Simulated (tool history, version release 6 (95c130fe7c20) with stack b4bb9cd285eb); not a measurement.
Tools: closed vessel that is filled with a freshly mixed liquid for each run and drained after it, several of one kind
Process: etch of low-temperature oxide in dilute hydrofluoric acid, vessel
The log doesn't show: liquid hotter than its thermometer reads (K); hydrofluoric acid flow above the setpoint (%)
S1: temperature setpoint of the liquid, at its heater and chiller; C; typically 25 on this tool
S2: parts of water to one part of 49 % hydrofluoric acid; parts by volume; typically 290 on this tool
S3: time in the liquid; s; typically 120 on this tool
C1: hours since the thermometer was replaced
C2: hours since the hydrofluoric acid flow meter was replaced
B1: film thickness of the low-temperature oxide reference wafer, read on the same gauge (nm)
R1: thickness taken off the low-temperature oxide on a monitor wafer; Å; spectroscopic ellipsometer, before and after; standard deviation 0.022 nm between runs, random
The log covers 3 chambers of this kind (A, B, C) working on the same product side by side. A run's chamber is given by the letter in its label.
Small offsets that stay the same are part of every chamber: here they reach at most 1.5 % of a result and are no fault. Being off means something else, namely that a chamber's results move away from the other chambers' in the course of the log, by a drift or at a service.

{"run": "1B", "hour": 11.9, "S1": 25, "S2": 290, "S3": 120, "C1": 1208.6, "C2": 362.2, "B1": 89.962, "R1": 47.577}
{"run": "2A", "hour": 21.0, "S1": 25, "S2": 290, "S3": 120, "C1": 969, "C2": 498, "B1": 90.023, "R1": 47.946}
{"run": "3C", "hour": 34.0, "S1": 25, "S2": 290, "S3": 120, "C1": 677.5, "C2": 43.6, "B1": 90.004, "R1": 47.065}
{"run": "4B", "hour": 44.5, "S1": 25, "S2": 290, "S3": 120, "C1": 1241.2, "C2": 394.8, "B1": 89.995, "R1": 47.648}
{"run": "5C", "hour": 51.2, "S1": 25, "S2": 290, "S3": 120, "C1": 694.7, "C2": 60.8, "B1": 90.032, "R1": 47.069}
{"run": "6A", "hour": 64.5, "S1": 25, "S2": 290, "S3": 120, "C1": 1012.5, "C2": 541.5, "B1": 90.007, "R1": 47.753}
{"run": "7C", "hour": 77.3, "S1": 25, "S2": 290, "S3": 120, "C1": 720.8, "C2": 86.9, "B1": 90.015, "R1": 47.067}
{"run": "8B", "hour": 87.0, "S1": 25, "S2": 290, "S3": 120, "C1": 1283.7, "C2": 437.3, "B1": 89.982, "R1": 47.694}
{"run": "9A", "hour": 94.6, "S1": 25, "S2": 290, "S3": 120, "C1": 1042.6, "C2": 571.6, "B1": 90.015, "R1": 48.12}
{"run": "10C", "hour": 108.9, "S1": 25, "S2": 290, "S3": 120, "C1": 752.4, "C2": 118.5, "B1": 90.004, "R1": 46.844}
{"run": "11B", "hour": 122.4, "S1": 25, "S2": 290, "S3": 120, "C1": 1319.1, "C2": 472.7, "B1": 89.982, "R1": 47.516}
{"run": "12A", "hour": 134.3, "S1": 25, "S2": 290, "S3": 120, "C1": 1082.3, "C2": 611.3, "B1": 90.008, "R1": 47.722}
{"run": "13B", "hour": 148.6, "S1": 25, "S2": 290, "S3": 120, "C1": 1345.3, "C2": 498.9, "B1": 90.006, "R1": 47.626}
{"run": "14A", "hour": 161.1, "S1": 25, "S2": 290, "S3": 120, "C1": 1109.1, "C2": 638.1, "B1": 90.021, "R1": 47.918}
{"run": "15C", "hour": 173.0, "S1": 25, "S2": 290, "S3": 120, "C1": 816.5, "C2": 182.6, "B1": 89.988, "R1": 47.177}
{"run": "16A", "hour": 186.5, "S1": 25, "S2": 290, "S3": 120, "C1": 1134.5, "C2": 663.5, "B1": 89.983, "R1": 48.207}
{"run": "17B", "hour": 197.3, "S1": 25, "S2": 290, "S3": 120, "C1": 1394, "C2": 547.6, "B1": 90.021, "R1": 47.483}
{"run": "18C", "hour": 207.3, "S1": 25, "S2": 290, "S3": 120, "C1": 850.8, "C2": 216.9, "B1": 89.963, "R1": 47.419}
{"run": "19B", "hour": 217.9, "S1": 25, "S2": 290, "S3": 120, "C1": 1414.6, "C2": 568.2, "B1": 89.987, "R1": 47.3}
{"run": "20A", "hour": 224.0, "S1": 25, "S2": 290, "S3": 120, "C1": 1172, "C2": 701, "B1": 89.989, "R1": 47.734}

For the next run the whole fleet of 3 chambers uses the same settings. Give each chamber's results:
{"run": "21A", "hour": 234.3, "S1": 25, "S2": 290, "S3": 120, "R1": "?"}
{"run": "21B", "hour": 234.3, "S1": 25, "S2": 290, "S3": 120, "R1": "?"}
{"run": "21C", "hour": 234.3, "S1": 25, "S2": 290, "S3": 120, "R1": "?"}

run=21A R1=47.925
run=21B R1=47.69
run=21C R1=47.288
